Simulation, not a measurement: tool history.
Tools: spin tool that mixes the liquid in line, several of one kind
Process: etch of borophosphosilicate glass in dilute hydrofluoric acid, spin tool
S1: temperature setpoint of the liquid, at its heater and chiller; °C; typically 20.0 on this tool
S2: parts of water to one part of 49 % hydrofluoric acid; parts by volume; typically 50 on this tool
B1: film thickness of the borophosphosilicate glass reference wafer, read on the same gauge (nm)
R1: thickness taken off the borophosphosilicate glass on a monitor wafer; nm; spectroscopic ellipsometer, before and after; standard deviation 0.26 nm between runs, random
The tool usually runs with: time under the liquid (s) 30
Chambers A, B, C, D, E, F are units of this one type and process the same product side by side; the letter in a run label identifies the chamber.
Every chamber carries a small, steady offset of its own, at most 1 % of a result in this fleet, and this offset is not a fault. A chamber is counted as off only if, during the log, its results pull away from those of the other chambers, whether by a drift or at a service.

{"hour": 7.4, "done": "chamber D: hydrofluoric acid flow meter replaced"}
{"run": "1D", "hour": 7.4, "S1": 20.0, "S2": 50, "time under the liquid (s)": 30, "B1": 49.998, "R1": 36.206}
{"run": "2F", "hour": 11.9, "S1": 20.0, "S2": 50, "time under the liquid (s)": 30, "B1": 49.998, "R1": 36.948}
{"run": "3B", "hour": 20.7, "S1": 20.0, "S2": 50, "time under the liquid (s)": 30, "B1": 50.001, "R1": 36.55}
{"run": "4A", "hour": 26.6, "S1": 20.0, "S2": 50, "time under the liquid (s)": 30, "B1": 49.995, "R1": 36.607}
{"run": "5E", "hour": 34.3, "S1": 20.0, "S2": 50, "time under the liquid (s)": 30, "B1": 50.012, "R1": 36.442}
{"run": "6C", "hour": 39.9, "S1": 20.0, "S2": 50, "time under the liquid (s)": 30, "B1": 50.007, "R1": 36.825}
{"run": "7F", "hour": 48.9, "S1": 20.0, "S2": 50, "time under the liquid (s)": 30, "B1": 50.019, "R1": 36.053}
{"run": "8A", "hour": 56.9, "S1": 20.0, "S2": 50, "time under the liquid (s)": 30, "B1": 50.011, "R1": 35.923}
{"run": "9C", "hour": 65.7, "S1": 20.0, "S2": 50, "time under the liquid (s)": 30, "B1": 50.003, "R1": 36.929}
{"run": "10B", "hour": 70.9, "S1": 20.0, "S2": 50, "time under the liquid (s)": 30, "B1": 50.015, "R1": 36.066}
{"run": "11D", "hour": 76.8, "S1": 20.0, "S2": 50, "time under the liquid (s)": 30, "B1": 50.023, "R1": 36.413}
{"run": "12E", "hour": 83.5, "S1": 20.0, "S2": 50, "time under the liquid (s)": 30, "B1": 50.003, "R1": 36.298}
{"run": "13D", "hour": 92.0, "S1": 20.0, "S2": 50, "time under the liquid (s)": 30, "B1": 49.989, "R1": 36.92}
{"run": "14E", "hour": 101.5, "S1": 20.0, "S2": 50, "time under the liquid (s)": 30, "B1": 49.999, "R1": 36.926}
{"run": "15A", "hour": 108.1, "S1": 24.0, "S2": 30, "time under the liquid (s)": 30, "B1": 50.016, "R1": 72.52}
{"run": "16F", "hour": 115.6, "S1": 24.0, "S2": 30, "time under the liquid (s)": 30, "B1": 50.019, "R1": 74.109}
{"run": "17C", "hour": 124.0, "S1": 24.0, "S2": 30, "time under the liquid (s)": 30, "B1": 49.994, "R1": 74.593}
{"run": "18B", "hour": 132.3, "S1": 24.0, "S2": 30, "time under the liquid (s)": 30, "B1": 50.015, "R1": 73.777}
{"run": "19E", "hour": 139.1, "S1": 24.0, "S2": 30, "time under the liquid (s)": 30, "B1": 50.028, "R1": 74.41}
{"run": "20F", "hour": 149.0, "S1": 24.0, "S2": 30, "time under the liquid (s)": 30, "B1": 49.976, "R1": 74.819}
{"run": "21C", "hour": 153.4, "S1": 20.0, "S2": 50, "time under the liquid (s)": 30, "B1": 49.993, "R1": 36.92}
{"run": "22A", "hour": 161.1, "S1": 20.0, "S2": 50, "time under the liquid (s)": 30, "B1": 50.01, "R1": 34.864}
{"hour": 163.6, "done": "chamber F: hydrofluoric acid flow meter replaced"}
{"run": "23D", "hour": 169.5, "S1": 20.0, "S2": 50, "time under the liquid (s)": 30, "B1": 49.992, "R1": 36.741}
{"run": "24B", "hour": 177.2, "S1": 20.0, "S2": 50, "time under the liquid (s)": 30, "B1": 50.024, "R1": 36.177}
{"run": "25E", "hour": 187.1, "S1": 17.5, "S2": 50, "time under the liquid (s)": 45, "B1": 49.988, "R1": 48.768}
{"run": "26F", "hour": 193.9, "S1": 17.5, "S2": 50, "time under the liquid (s)": 45, "B1": 49.978, "R1": 49.037}
{"run": "27C", "hour": 200.6, "S1": 17.5, "S2": 50, "time under the liquid (s)": 45, "B1": 50.015, "R1": 49.517}
{"run": "28B", "hour": 205.5, "S1": 17.5, "S2": 50, "time under the liquid (s)": 45, "B1": 49.996, "R1": 48.594}
{"run": "29D", "hour": 211.1, "S1": 17.5, "S2": 50, "time under the liquid (s)": 45, "B1": 50.001, "R1": 49.631}
{"run": "30A", "hour": 217.4, "S1": 17.5, "S2": 50, "time under the liquid (s)": 45, "B1": 49.996, "R1": 45.092}
{"run": "31E", "hour": 221.8, "S1": 20.0, "S2": 50, "time under the liquid (s)": 30, "B1": 50.013, "R1": 36.744}
{"run": "32A", "hour": 227.3, "S1": 20.0, "S2": 50, "time under the liquid (s)": 30, "B1": 50.0, "R1": 33.315}
{"run": "33C", "hour": 235.2, "S1": 20.0, "S2": 50, "time under the liquid (s)": 30, "B1": 49.995, "R1": 35.832}
{"run": "34D", "hour": 239.9, "S1": 20.0, "S2": 50, "time under the liquid (s)": 30, "B1": 50.016, "R1": 36.663}
{"run": "35B", "hour": 248.3, "S1": 20.0, "S2": 50, "time under the liquid (s)": 30, "B1": 49.998, "R1": 36.023}
{"run": "36F", "hour": 254.3, "S1": 20.0, "S2": 50, "time under the liquid (s)": 30, "B1": 49.99, "R1": 36.449}

Is one chamber off against the others, does the gauge drift, or is nothing wrong? If a chamber is off, say which, and what the likeliest cause is.

Little by little, chamber A moves away from the other chambers.
Most likely cause: hydrofluoric acid flow below the setpoint (%) = 8.94.
Not necessarily distinguishable in this log from: liquid colder than its thermometer reads (K).

Below are 4 candidate recipes for chamber A's next run, each the usual settings with a change, their results shown as question marks. Which of them brings A's results back in line with what the other chambers give on the usual settings?
Counts as in line when no further than this from what the other chambers average on the usual settings: R1 0.900 nm
{"run": "37A-1", "hour": 261.4, "S1": 22.5, "S2": 50, "time under the liquid (s)": 30, "R1": "?"}
{"run": "37A-2", "hour": 261.4, "S1": 20.0, "S2": 55, "time under the liquid (s)": 30, "R1": "?"}
{"run": "37A-3", "hour": 261.4, "S1": 21.5, "S2": 50, "time under the liquid (s)": 30, "R1": "?"}
{"run": "37A-4", "hour": 261.4, "S1": 18.5, "S2": 50, "time under the liquid (s)": 30, "R1": "?"}

Mean of the other chambers on the usual settings: R1 36.443 nm
run=37A-1 R1=36.461
run=37A-2 R1=29.626
run=37A-3 R1=34.944
run=37A-4 R1=30.724
37A-1 puts the chamber back in line with the other chambers.

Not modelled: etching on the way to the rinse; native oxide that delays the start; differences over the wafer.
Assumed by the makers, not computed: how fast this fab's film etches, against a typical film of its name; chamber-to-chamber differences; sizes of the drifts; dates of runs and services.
